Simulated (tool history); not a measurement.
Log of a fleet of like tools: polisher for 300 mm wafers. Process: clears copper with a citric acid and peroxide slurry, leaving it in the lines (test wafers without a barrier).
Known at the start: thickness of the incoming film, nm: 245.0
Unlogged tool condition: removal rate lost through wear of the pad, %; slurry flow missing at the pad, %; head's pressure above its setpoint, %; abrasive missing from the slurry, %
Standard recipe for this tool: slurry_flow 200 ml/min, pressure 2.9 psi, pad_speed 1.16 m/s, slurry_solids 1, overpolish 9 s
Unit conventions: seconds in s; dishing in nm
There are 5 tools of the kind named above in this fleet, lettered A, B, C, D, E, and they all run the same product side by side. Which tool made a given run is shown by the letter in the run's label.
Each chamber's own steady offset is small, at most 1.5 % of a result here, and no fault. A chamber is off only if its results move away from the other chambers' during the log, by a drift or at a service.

run,hour,slurry_flow,pressure,pad_speed,slurry_solids,overpolish,wafers polished on this pad,hours since the slurry nozzle was cleaned,hours since the head pressure was calibrated,hours since the slurry blender was calibrated,seconds,dishing
# hour 6.5: chamber C: worn pad replaced by a new one
1D,8.5,200,2.9,1.16,1,9,917,111,10.7,129.1,89.799,17.767
# hour 17.6: chamber B: worn pad replaced by a new one
# hour 18.3: chamber D: worn pad replaced by a new one
2B,19.3,200,2.9,1.16,1,9,19,569.9,83.3,97.4,87.977,17.874
# hour 32.6: chamber E: slurry blender recalibrated
3A,32.8,200,2.9,1.16,1,9,610,485.2,832.6,264.7,89.117,17.917
# hour 33.6: chamber A: slurry blender recalibrated
4C,46,200,2.9,1.16,1,9,435,162.6,395.2,90.8,89.78,18.191
# hour 51.6: chamber E: head pressure recalibrated
5E,52.6,200,2.9,1.16,1,9,815,106.9,1,20,88.402,18.558
# hour 58.7: chamber A: worn pad replaced by a new one
6D,64.2,200,2.9,1.16,1,9,506,166.7,66.4,184.8,90.255,18.105
# hour 70.2: chamber B: slurry nozzle cleaned
7B,70.8,200,2.9,1.16,1,9,586,0.6,134.8,148.9,87.627,18.164
8A,80.2,200,2.9,1.16,1,9,236,532.6,880,46.7,90.939,18.284
9E,92.9,200,2.9,1.16,1,9,1258,147.2,41.3,60.3,90.985,17.61
# hour 98: chamber B: worn pad replaced by a new one
# hour 99.7: chamber D: worn pad replaced by a new one
10C,101.8,200,2.9,1.16,1,9,1050,218.4,451,146.6,89.666,18.037
# hour 101.9: chamber E: worn pad replaced by a new one
# hour 109.9: chamber C: worn pad replaced by a new one
11B,116,200,2.9,1.16,1,9,198,45.8,180,194.1,90.653,17.524
12A,128.9,200,2.9,1.16,1,9,773,581.3,928.7,95.4,90.405,17.781
# hour 135.3: chamber A: worn pad replaced by a new one
13C,139.5,200,2.9,1.16,1,9,326,256.1,488.7,184.3,87.985,18.402
14E,148.5,200,2.9,1.16,1,9,513,202.8,96.9,115.9,90.432,17.935
15D,160.9,235,2.9,1.5,1,9,674,263.4,163.1,281.5,69.784,22.961
16B,172.6,235,2.9,1.5,1,9,821,102.4,236.6,250.7,68.05,23.443
# hour 175.7: chamber D: worn pad replaced by a new one
17A,183.7,235,2.9,1.5,1,9,533,636.1,983.5,150.2,67.068,22.232
# hour 185.2: chamber B: worn pad replaced by a new one
# hour 189.1: chamber C: slurry blender recalibrated
18E,190.8,235,2.9,1.5,1,9,979,245.1,139.2,158.2,68.21,23.167
19C,201.1,235,2.9,1.5,1,9,1004,317.7,550.3,12.1,68.991,23.66
20D,210.6,200,2.9,1.16,1,9,384,313.1,212.8,331.2,90.709,17.809
# hour 215.2: chamber E: worn pad replaced by a new one
# hour 216: chamber A: head pressure recalibrated
# hour 217.4: chamber A: worn pad replaced by a new one
21A,223.9,200,2.9,1.16,1,9,71,676.3,7.9,190.4,90.606,17.587
# hour 224.6: chamber C: worn pad replaced by a new one
22D,230.4,200,2.9,1.16,1,9,602,332.9,232.6,351,90.148,17.978
# hour 231.4: chamber B: slurry blender recalibrated
23E,240,200,2.9,1.16,1,9,273,294.3,188.4,207.4,90.913,17.807
# hour 251.5: chamber C: slurry nozzle cleaned
24B,252.5,200,2.9,1.16,1,9,741,182.3,316.5,21.2,90.423,17.917
# hour 259.6: chamber B: worn pad replaced by a new one
# hour 262.1: chamber D: worn pad replaced by a new one
# hour 264.4: chamber A: slurry blender recalibrated
25C,264.6,200,2.9,1.16,1,9,440,13.2,613.8,75.6,88.98,18.194
26C,276.6,200,2.9,1.16,1,9,572,25.2,625.8,87.6,89.013,17.905
# hour 282.6: chamber D: slurry nozzle cleaned
27A,284.4,200,2.9,1.16,1,6,737,736.8,68.4,20.1,89.745,12.349
# hour 286.3: chamber D: slurry blender recalibrated
28D,293.5,200,2.9,1.16,1,6,345,11,295.7,7.2,90.749,12.364
# hour 296.6: chamber A: worn pad replaced by a new one
29B,303.5,200,2.9,1.16,1,6,483,233.3,367.5,72.2,89.789,12.31
30E,315.5,200,2.9,1.16,1,6,1104,369.8,263.9,282.9,88.719,12.682
31E,323.9,200,2.9,1.16,1,6,1196,378.2,272.3,291.3,88.504,12.479
32C,334.6,200,2.9,1.16,1,9,1211,83.2,683.8,145.6,88.777,18.279
# hour 335.8: chamber E: slurry blender recalibrated
# hour 336.1: chamber D: head pressure recalibrated
# hour 340.1: chamber D: worn pad replaced by a new one
# hour 340.9: chamber C: worn pad replaced by a new one
33D,343,200,2.9,1.16,1,9,32,60.5,7,56.7,88.617,18.058
34B,352.5,200,2.9,1.16,1,9,1022,282.3,416.5,121.2,88.924,18.277
# hour 357: chamber B: worn pad replaced by a new one
35A,359.7,200,2.9,1.16,1,9,694,812.1,143.7,95.4,88.513,17.798
# hour 360: chamber E: worn pad replaced by a new one
# hour 362: chamber B: head pressure recalibrated
36A,371.3,200,2.9,1.16,1,9,822,823.7,155.3,107,87.496,18.322
# hour 374.9: chamber A: worn pad replaced by a new one
37E,381.8,200,2.9,1.16,1,12,240,436.1,330.2,46.1,89.19,23.316
38D,391.9,200,2.9,1.16,1,12,571,109.4,55.9,105.6,88.812,23.698
39B,399.1,200,2.9,1.16,1,12,464,328.9,37.2,167.8,88.617,22.784
40C,407.3,200,2.9,1.16,1,12,731,155.9,756.5,218.3,89.798,23.172
41B,414.9,200,2.9,1.16,1,12,638,344.7,53,183.6,88.21,23.48
42A,429.4,200,2.9,1.34,0.8,9,600,881.8,213.4,165.1,81.012,19.707

Read the log: is a single chamber off, either drifting away or since a service, is the gauge that measures every chamber drifting, or is nothing wrong beyond small per-chamber offsets? Name any odd chamber and what most likely caused it.

Beyond each chamber's small constant offset nothing stands out, and the gauge stays steady.
